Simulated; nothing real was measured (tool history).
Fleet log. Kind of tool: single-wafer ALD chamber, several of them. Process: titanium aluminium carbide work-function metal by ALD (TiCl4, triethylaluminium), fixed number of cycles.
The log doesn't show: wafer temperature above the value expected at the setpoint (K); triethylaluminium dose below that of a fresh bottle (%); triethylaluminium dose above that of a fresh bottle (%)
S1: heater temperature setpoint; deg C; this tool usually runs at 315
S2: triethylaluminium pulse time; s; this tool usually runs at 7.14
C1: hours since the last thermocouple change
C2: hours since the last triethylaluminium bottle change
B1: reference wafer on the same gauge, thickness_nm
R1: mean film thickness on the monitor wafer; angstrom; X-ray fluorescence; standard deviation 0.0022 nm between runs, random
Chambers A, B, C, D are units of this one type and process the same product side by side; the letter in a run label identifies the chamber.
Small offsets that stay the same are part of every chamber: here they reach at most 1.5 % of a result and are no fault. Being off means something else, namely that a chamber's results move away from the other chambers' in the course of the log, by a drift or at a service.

{"run": "1B", "hour": 3.9, "S1": 315, "S2": 7.14, "C1": 2049.8, "C2": 1134.4, "B1": 2.1089, "R1": 20.377}
{"run": "2A", "hour": 9.1, "S1": 315, "S2": 7.14, "C1": 603.1, "C2": 132.9, "B1": 2.1088, "R1": 20.184}
{"run": "3C", "hour": 13.9, "S1": 315, "S2": 7.14, "C1": 2073.0, "C2": 394.1, "B1": 2.1082, "R1": 20.018}
{"run": "4D", "hour": 19.2, "S1": 315, "S2": 7.14, "C1": 1622.7, "C2": 1455.4, "B1": 2.1083, "R1": 20.257}
{"run": "5A", "hour": 23.9, "S1": 315, "S2": 7.14, "C1": 617.9, "C2": 147.7, "B1": 2.1072, "R1": 20.194}
{"run": "6C", "hour": 26.3, "S1": 315, "S2": 7.14, "C1": 2085.4, "C2": 406.5, "B1": 2.1075, "R1": 19.982}
{"run": "7D", "hour": 29.5, "S1": 315, "S2": 7.14, "C1": 1633.0, "C2": 1465.7, "B1": 2.1076, "R1": 20.189}
{"run": "8B", "hour": 32.6, "S1": 306, "S2": 7.14, "C1": 2078.5, "C2": 1163.1, "B1": 2.107, "R1": 19.59}
{"run": "9B", "hour": 35.4, "S1": 306, "S2": 7.14, "C1": 2081.3, "C2": 1165.9, "B1": 2.1065, "R1": 19.593}
{"run": "10D", "hour": 39.2, "S1": 306, "S2": 7.14, "C1": 1642.7, "C2": 1475.4, "B1": 2.1064, "R1": 19.444}
{"run": "11C", "hour": 41.8, "S1": 306, "S2": 7.14, "C1": 2100.9, "C2": 422.0, "B1": 2.1058, "R1": 19.198}
{"run": "12A", "hour": 46.9, "S1": 315, "S2": 7.14, "C1": 640.9, "C2": 170.7, "B1": 2.1054, "R1": 20.195}
{"run": "13B", "hour": 49.8, "S1": 322, "S2": 9.63, "C1": 2095.7, "C2": 1180.3, "B1": 2.1045, "R1": 22.058}
{"run": "14D", "hour": 52.9, "S1": 322, "S2": 9.63, "C1": 1656.4, "C2": 1489.1, "B1": 2.1048, "R1": 21.862}
{"run": "15A", "hour": 55.4, "S1": 322, "S2": 9.63, "C1": 649.4, "C2": 179.2, "B1": 2.1047, "R1": 21.867}
{"run": "16C", "hour": 58.1, "S1": 322, "S2": 9.63, "C1": 2117.2, "C2": 438.3, "B1": 2.104, "R1": 21.664}
{"run": "17D", "hour": 63.2, "S1": 315, "S2": 7.14, "C1": 1666.7, "C2": 1499.4, "B1": 2.1043, "R1": 20.14}
{"run": "18A", "hour": 65.8, "S1": 315, "S2": 7.14, "C1": 659.8, "C2": 189.6, "B1": 2.1033, "R1": 20.177}
{"run": "19C", "hour": 70.0, "S1": 315, "S2": 7.14, "C1": 2129.1, "C2": 450.2, "B1": 2.1031, "R1": 19.932}
{"run": "20B", "hour": 72.9, "S1": 321, "S2": 8.8, "C1": 2118.8, "C2": 1203.4, "B1": 2.1029, "R1": 21.698}
{"run": "21A", "hour": 78.4, "S1": 321, "S2": 8.8, "C1": 672.4, "C2": 202.2, "B1": 2.1026, "R1": 21.496}
{"run": "22D", "hour": 81.7, "S1": 321, "S2": 8.8, "C1": 1685.2, "C2": 1517.9, "B1": 2.1024, "R1": 21.461}
{"run": "23C", "hour": 87.3, "S1": 321, "S2": 8.8, "C1": 2146.4, "C2": 467.5, "B1": 2.1015, "R1": 21.261}
{"run": "24B", "hour": 91.9, "S1": 315, "S2": 7.14, "C1": 2137.8, "C2": 1222.4, "B1": 2.1005, "R1": 20.295}
{"run": "25D", "hour": 96.1, "S1": 315, "S2": 7.14, "C1": 1699.6, "C2": 1532.3, "B1": 2.1007, "R1": 20.115}

All chambers now run identical settings, listed one chamber a line with results as question marks. What results will each chamber show?
{"run": "26A", "hour": 100.2, "S1": 315, "S2": 7.14, "R1": "?"}
{"run": "26B", "hour": 100.2, "S1": 315, "S2": 7.14, "R1": "?"}
{"run": "26C", "hour": 100.2, "S1": 315, "S2": 7.14, "R1": "?"}
{"run": "26D", "hour": 100.2, "S1": 315, "S2": 7.14, "R1": "?"}

run=26A R1=20.148
run=26B R1=20.321
run=26C R1=19.907
run=26D R1=20.112
